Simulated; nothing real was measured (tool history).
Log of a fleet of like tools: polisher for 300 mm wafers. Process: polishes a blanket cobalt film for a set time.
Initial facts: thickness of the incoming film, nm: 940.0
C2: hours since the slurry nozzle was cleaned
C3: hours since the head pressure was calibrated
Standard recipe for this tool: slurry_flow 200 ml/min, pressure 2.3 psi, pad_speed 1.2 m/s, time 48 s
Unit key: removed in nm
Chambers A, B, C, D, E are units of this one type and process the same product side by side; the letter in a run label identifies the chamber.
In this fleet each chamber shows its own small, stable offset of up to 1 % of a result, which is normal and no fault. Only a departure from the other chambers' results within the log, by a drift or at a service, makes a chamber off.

{"day": 0.092, "done": "chamber D: worn pad replaced by a new one"}
{"run": "1D", "day": 0.271, "slurry_flow": 200, "pressure": 2.3, "pad_speed": 1.2, "time": 48, "wafers polished on this pad": 42, "C2": 233.3, "C3": 319.2, "removed": 394.84}
{"run": "2B", "day": 0.542, "slurry_flow": 200, "pressure": 2.3, "pad_speed": 1.2, "time": 48, "wafers polished on this pad": 702, "C2": 263.6, "C3": 253.5, "removed": 399.02}
{"day": 0.696, "done": "chamber A: slurry nozzle cleaned"}
{"run": "3A", "day": 0.838, "slurry_flow": 200, "pressure": 2.3, "pad_speed": 1.2, "time": 48, "wafers polished on this pad": 377, "C2": 3.4, "C3": 94.1, "removed": 398.65}
{"run": "4C", "day": 1.054, "slurry_flow": 200, "pressure": 2.3, "pad_speed": 1.2, "time": 48, "wafers polished on this pad": 1524, "C2": 148.3, "C3": 285.1, "removed": 400.82}
{"run": "5E", "day": 1.396, "slurry_flow": 200, "pressure": 2.3, "pad_speed": 1.2, "time": 48, "wafers polished on this pad": 903, "C2": 210.2, "C3": 288.9, "removed": 402.3}
{"day": 1.462, "done": "chamber C: worn pad replaced by a new one"}
{"run": "6C", "day": 1.683, "slurry_flow": 235, "pressure": 2.3, "pad_speed": 1.2, "time": 48, "wafers polished on this pad": 52, "C2": 163.4, "C3": 300.2, "removed": 405.4}
{"run": "7D", "day": 1.971, "slurry_flow": 235, "pressure": 2.3, "pad_speed": 1.2, "time": 48, "wafers polished on this pad": 439, "C2": 274.1, "C3": 360, "removed": 405.88}
{"day": 2.142, "done": "chamber A: worn pad replaced by a new one"}
{"run": "8E", "day": 2.3, "slurry_flow": 235, "pressure": 2.3, "pad_speed": 1.2, "time": 48, "wafers polished on this pad": 1115, "C2": 231.9, "C3": 310.6, "removed": 410.13}
{"day": 2.433, "done": "chamber B: worn pad replaced by a new one"}
{"run": "9A", "day": 2.617, "slurry_flow": 235, "pressure": 2.3, "pad_speed": 1.2, "time": 48, "wafers polished on this pad": 111, "C2": 46.1, "C3": 136.8, "removed": 410.3}
{"run": "10B", "day": 2.954, "slurry_flow": 235, "pressure": 2.3, "pad_speed": 1.2, "time": 48, "wafers polished on this pad": 122, "C2": 321.5, "C3": 311.4, "removed": 405.67}
{"run": "11A", "day": 3.238, "slurry_flow": 200, "pressure": 2.3, "pad_speed": 1.2, "time": 48, "wafers polished on this pad": 256, "C2": 61, "C3": 151.7, "removed": 397.97}
{"day": 3.454, "done": "chamber E: worn pad replaced by a new one"}
{"run": "12B", "day": 3.542, "slurry_flow": 200, "pressure": 2.3, "pad_speed": 1.2, "time": 48, "wafers polished on this pad": 259, "C2": 335.6, "C3": 325.5, "removed": 398.79}
{"day": 3.604, "done": "chamber B: slurry nozzle cleaned"}
{"run": "13D", "day": 3.754, "slurry_flow": 200, "pressure": 2.3, "pad_speed": 1.2, "time": 48, "wafers polished on this pad": 857, "C2": 316.9, "C3": 402.8, "removed": 391.24}
{"run": "14E", "day": 3.946, "slurry_flow": 200, "pressure": 2.3, "pad_speed": 1.2, "time": 48, "wafers polished on this pad": 115, "C2": 271.4, "C3": 350.1, "removed": 400.51}
{"run": "15C", "day": 4.308, "slurry_flow": 200, "pressure": 2.3, "pad_speed": 1.2, "time": 48, "wafers polished on this pad": 665, "C2": 226.4, "C3": 363.2, "removed": 403.03}
{"run": "16D", "day": 4.592, "slurry_flow": 200, "pressure": 2.3, "pad_speed": 1.2, "time": 48, "wafers polished on this pad": 1052, "C2": 337, "C3": 422.9, "removed": 396.88}
{"day": 4.654, "done": "chamber A: worn pad replaced by a new one"}
{"day": 4.846, "done": "chamber D: worn pad replaced by a new one"}
{"run": "17E", "day": 4.971, "slurry_flow": 200, "pressure": 2.3, "pad_speed": 1.2, "time": 48, "wafers polished on this pad": 354, "C2": 296, "C3": 374.7, "removed": 400.86}
{"run": "18C", "day": 5.229, "slurry_flow": 200, "pressure": 2.3, "pad_speed": 1.2, "time": 48, "wafers polished on this pad": 881, "C2": 248.5, "C3": 385.3, "removed": 403.83}
{"run": "19A", "day": 5.6, "slurry_flow": 200, "pressure": 2.3, "pad_speed": 1.2, "time": 48, "wafers polished on this pad": 221, "C2": 117.7, "C3": 208.4, "removed": 408.4}
{"run": "20B", "day": 5.9, "slurry_flow": 200, "pressure": 2.3, "pad_speed": 1.2, "time": 48, "wafers polished on this pad": 811, "C2": 55.1, "C3": 382.1, "removed": 405.05}
{"run": "21E", "day": 6.279, "slurry_flow": 200, "pressure": 2.3, "pad_speed": 1.2, "time": 48, "wafers polished on this pad": 660, "C2": 327.4, "C3": 406.1, "removed": 407.04}
{"run": "22C", "day": 6.667, "slurry_flow": 200, "pressure": 2.3, "pad_speed": 1.2, "time": 48, "wafers polished on this pad": 1217, "C2": 283, "C3": 419.8, "removed": 398.98}
{"run": "23B", "day": 7.029, "slurry_flow": 200, "pressure": 2.3, "pad_speed": 1.2, "time": 48, "wafers polished on this pad": 1075, "C2": 82.2, "C3": 409.2, "removed": 402.55}
{"day": 7.233, "done": "chamber B: worn pad replaced by a new one"}
{"day": 7.275, "done": "chamber A: worn pad replaced by a new one"}
{"run": "24A", "day": 7.375, "slurry_flow": 200, "pressure": 1.6, "pad_speed": 1.2, "time": 48, "wafers polished on this pad": 23, "C2": 160.3, "C3": 251, "removed": 281.22}
{"run": "25D", "day": 7.65, "slurry_flow": 200, "pressure": 1.6, "pad_speed": 1.2, "time": 48, "wafers polished on this pad": 656, "C2": 410.4, "C3": 496.3, "removed": 276.98}
{"day": 7.771, "done": "chamber C: worn pad replaced by a new one"}
{"run": "26D", "day": 7.892, "slurry_flow": 200, "pressure": 1.6, "pad_speed": 1.2, "time": 48, "wafers polished on this pad": 712, "C2": 416.2, "C3": 502.1, "removed": 277.42}
{"run": "27C", "day": 8.188, "slurry_flow": 200, "pressure": 1.6, "pad_speed": 1.2, "time": 48, "wafers polished on this pad": 97, "C2": 319.5, "C3": 456.3, "removed": 278.68}
{"run": "28E", "day": 8.4, "slurry_flow": 200, "pressure": 1.6, "pad_speed": 1.2, "time": 48, "wafers polished on this pad": 1156, "C2": 378.3, "C3": 457, "removed": 281.25}
{"day": 8.521, "done": "chamber E: worn pad replaced by a new one"}
{"run": "29A", "day": 8.771, "slurry_flow": 200, "pressure": 2.3, "pad_speed": 1.2, "time": 48, "wafers polished on this pad": 349, "C2": 193.8, "C3": 284.5, "removed": 404.32}
{"day": 8.988, "done": "chamber D: head pressure recalibrated"}
{"run": "30B", "day": 9.108, "slurry_flow": 155, "pressure": 2.3, "pad_speed": 1.2, "time": 48, "wafers polished on this pad": 438, "C2": 132.1, "C3": 459.1, "removed": 385.84}
{"run": "31A", "day": 9.388, "slurry_flow": 155, "pressure": 2.3, "pad_speed": 1.2, "time": 48, "wafers polished on this pad": 494, "C2": 208.6, "C3": 299.3, "removed": 386.23}
{"day": 9.629, "done": "chamber A: worn pad replaced by a new one"}
{"run": "32C", "day": 9.667, "slurry_flow": 155, "pressure": 2.3, "pad_speed": 1.2, "time": 48, "wafers polished on this pad": 443, "C2": 355, "C3": 491.8, "removed": 382.88}
{"day": 9.921, "done": "chamber D: worn pad replaced by a new one"}
{"run": "33B", "day": 10.058, "slurry_flow": 155, "pressure": 2.3, "pad_speed": 1.2, "time": 48, "wafers polished on this pad": 660, "C2": 154.9, "C3": 481.9, "removed": 383.9}
{"day": 10.183, "done": "chamber C: head pressure recalibrated"}
{"run": "34D", "day": 10.421, "slurry_flow": 155, "pressure": 2.3, "pad_speed": 1.2, "time": 48, "wafers polished on this pad": 117, "C2": 476.9, "C3": 34.5, "removed": 387.24}
{"run": "35E", "day": 10.754, "slurry_flow": 200, "pressure": 2.3, "pad_speed": 1.2, "time": 48, "wafers polished on this pad": 522, "C2": 434.8, "C3": 513.5, "removed": 400.46}
{"run": "36E", "day": 11.046, "slurry_flow": 200, "pressure": 2.3, "pad_speed": 1.2, "time": 48, "wafers polished on this pad": 590, "C2": 441.8, "C3": 520.5, "removed": 405.67}
{"run": "37D", "day": 11.342, "slurry_flow": 200, "pressure": 2.3, "pad_speed": 1.2, "time": 48, "wafers polished on this pad": 333, "C2": 499, "C3": 56.6, "removed": 398.32}
{"day": 11.404, "done": "chamber E: head pressure recalibrated"}
{"run": "38A", "day": 11.55, "slurry_flow": 200, "pressure": 2.3, "pad_speed": 1.2, "time": 48, "wafers polished on this pad": 450, "C2": 260.5, "C3": 351.2, "removed": 398.45}
{"run": "39C", "day": 11.938, "slurry_flow": 200, "pressure": 2.3, "pad_speed": 1.2, "time": 48, "wafers polished on this pad": 974, "C2": 409.5, "C3": 42.1, "removed": 397.08}
{"day": 11.992, "done": "chamber B: worn pad replaced by a new one"}
{"run": "40B", "day": 12.308, "slurry_flow": 200, "pressure": 2.3, "pad_speed": 1.2, "time": 48, "wafers polished on this pad": 74, "C2": 208.9, "C3": 535.9, "removed": 399.21}
{"run": "41E", "day": 12.612, "slurry_flow": 200, "pressure": 2.3, "pad_speed": 1.2, "time": 48, "wafers polished on this pad": 957, "C2": 479.4, "C3": 29, "removed": 397.68}
{"run": "42D", "day": 12.971, "slurry_flow": 200, "pressure": 2.8, "pad_speed": 1.2, "time": 48, "wafers polished on this pad": 714, "C2": 538.1, "C3": 95.7, "removed": 488.15}
{"run": "43B", "day": 13.258, "slurry_flow": 200, "pressure": 2.8, "pad_speed": 1.2, "time": 48, "wafers polished on this pad": 297, "C2": 231.7, "C3": 558.7, "removed": 483.2}
{"run": "44C", "day": 13.475, "slurry_flow": 200, "pressure": 2.8, "pad_speed": 1.2, "time": 48, "wafers polished on this pad": 1334, "C2": 446.4, "C3": 79, "removed": 482.92}

Predict what each chamber gives when all 5 of them run the settings below next.
{"run": "45A", "day": 13.754, "slurry_flow": 200, "pressure": 2.3, "pad_speed": 1.2, "time": 48, "removed": "?"}
{"run": "45B", "day": 13.754, "slurry_flow": 200, "pressure": 2.3, "pad_speed": 1.2, "time": 48, "removed": "?"}
{"run": "45C", "day": 13.754, "slurry_flow": 200, "pressure": 2.3, "pad_speed": 1.2, "time": 48, "removed": "?"}
{"run": "45D", "day": 13.754, "slurry_flow": 200, "pressure": 2.3, "pad_speed": 1.2, "time": 48, "removed": "?"}
{"run": "45E", "day": 13.754, "slurry_flow": 200, "pressure": 2.3, "pad_speed": 1.2, "time": 48, "removed": "?"}

run=45A removed=402.37
run=45B removed=399.27
run=45C removed=398.11
run=45D removed=396.8
run=45E removed=397.39

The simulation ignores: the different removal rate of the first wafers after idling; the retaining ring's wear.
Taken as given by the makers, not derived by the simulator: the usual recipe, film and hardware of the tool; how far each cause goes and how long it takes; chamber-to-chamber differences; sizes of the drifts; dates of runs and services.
